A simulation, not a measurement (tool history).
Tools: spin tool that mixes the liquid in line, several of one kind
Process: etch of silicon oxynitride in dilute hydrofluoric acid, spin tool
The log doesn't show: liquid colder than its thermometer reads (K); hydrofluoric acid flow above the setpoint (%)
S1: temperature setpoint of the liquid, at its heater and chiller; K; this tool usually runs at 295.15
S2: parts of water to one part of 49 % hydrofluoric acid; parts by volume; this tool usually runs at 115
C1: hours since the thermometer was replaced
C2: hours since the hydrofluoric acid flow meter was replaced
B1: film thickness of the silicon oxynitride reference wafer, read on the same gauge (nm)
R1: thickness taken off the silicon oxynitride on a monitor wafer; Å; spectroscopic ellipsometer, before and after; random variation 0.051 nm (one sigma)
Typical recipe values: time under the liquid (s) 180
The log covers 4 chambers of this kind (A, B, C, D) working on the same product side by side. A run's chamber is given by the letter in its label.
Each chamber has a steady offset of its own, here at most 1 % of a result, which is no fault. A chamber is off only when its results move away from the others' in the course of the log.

run 1B hour=6.2 | S1=295.15 S2=115 time_under_the_liquid_(s)=180 | C1=653.7 C2=536.6 | B1=49.979 | R1=50.808
run 2C hour=10.4 | S1=295.15 S2=115 time_under_the_liquid_(s)=180 | C1=2352.1 C2=508.8 | B1=49.984 | R1=51.457
run 3D hour=17.2 | S1=295.15 S2=115 time_under_the_liquid_(s)=180 | C1=447.7 C2=699.9 | B1=50.022 | R1=51.621
run 4A hour=23.4 | S1=295.15 S2=115 time_under_the_liquid_(s)=180 | C1=1148.2 C2=391.2 | B1=49.958 | R1=50.499
run 5D hour=27.9 | S1=295.15 S2=115 time_under_the_liquid_(s)=180 | C1=458.4 C2=710.6 | B1=49.984 | R1=50.808
run 6C hour=35.6 | S1=295.15 S2=115 time_under_the_liquid_(s)=180 | C1=2377.3 C2=534.0 | B1=49.978 | R1=50.385
run 7A hour=43.6 | S1=295.15 S2=115 time_under_the_liquid_(s)=180 | C1=1168.4 C2=411.4 | B1=49.982 | R1=51.346
run 8B hour=52.1 | S1=295.15 S2=115 time_under_the_liquid_(s)=180 | C1=699.6 C2=582.5 | B1=50.007 | R1=52.007
run 9C hour=59.6 | S1=295.15 S2=115 time_under_the_liquid_(s)=180 | C1=2401.3 C2=558.0 | B1=49.976 | R1=50.529
run 10A hour=66.3 | S1=295.15 S2=115 time_under_the_liquid_(s)=180 | C1=1191.1 C2=434.1 | B1=50.014 | R1=50.144
run 11B hour=75.2 | S1=295.15 S2=115 time_under_the_liquid_(s)=180 | C1=722.7 C2=605.6 | B1=50.011 | R1=51.714
run 12D hour=79.1 | S1=295.15 S2=115 time_under_the_liquid_(s)=180 | C1=509.6 C2=761.8 | B1=50.004 | R1=51.502
run 13B hour=86.4 | S1=295.15 S2=115 time_under_the_liquid_(s)=180 | C1=733.9 C2=616.8 | B1=50.002 | R1=50.591
run 14A hour=95.1 | S1=295.15 S2=115 time_under_the_liquid_(s)=180 | C1=1219.9 C2=462.9 | B1=49.977 | R1=50.385
run 15D hour=103.6 | S1=295.15 S2=115 time_under_the_liquid_(s)=180 | C1=534.1 C2=786.3 | B1=49.999 | R1=51.119
run 16C hour=111.4 | S1=295.15 S2=115 time_under_the_liquid_(s)=180 | C1=2453.1 C2=609.8 | B1=49.986 | R1=50.981
-- hour=112.8 chamber C: thermometer replaced
run 17B hour=115.9 | S1=295.15 S2=115 time_under_the_liquid_(s)=180 | C1=763.4 C2=646.3 | B1=49.991 | R1=51.993
run 18D hour=120.2 | S1=295.15 S2=115 time_under_the_liquid_(s)=180 | C1=550.7 C2=802.9 | B1=50.018 | R1=50.848
run 19C hour=124.6 | S1=295.15 S2=115 time_under_the_liquid_(s)=180 | C1=11.9 C2=623.0 | B1=50.035 | R1=51.313
run 20A hour=130.2 | S1=293.15 S2=115 time_under_the_liquid_(s)=180 | C1=1255.0 C2=498.0 | B1=49.956 | R1=46.797
run 21D hour=136.5 | S1=293.15 S2=115 time_under_the_liquid_(s)=180 | C1=567.0 C2=819.2 | B1=50.000 | R1=45.660
run 22A hour=141.0 | S1=293.15 S2=115 time_under_the_liquid_(s)=180 | C1=1265.8 C2=508.8 | B1=50.010 | R1=45.435
run 23B hour=149.7 | S1=293.15 S2=115 time_under_the_liquid_(s)=180 | C1=797.2 C2=680.1 | B1=50.015 | R1=47.112
run 24C hour=158.0 | S1=295.15 S2=115 time_under_the_liquid_(s)=180 | C1=45.3 C2=656.4 | B1=49.995 | R1=50.393

Is one chamber out of step, is the gauge drifting, or do the chambers differ by no more than their own small offsets? For an off chamber, give its letter and the likeliest cause.

No chamber stands off beyond its own small offset, and the gauge holds steady.
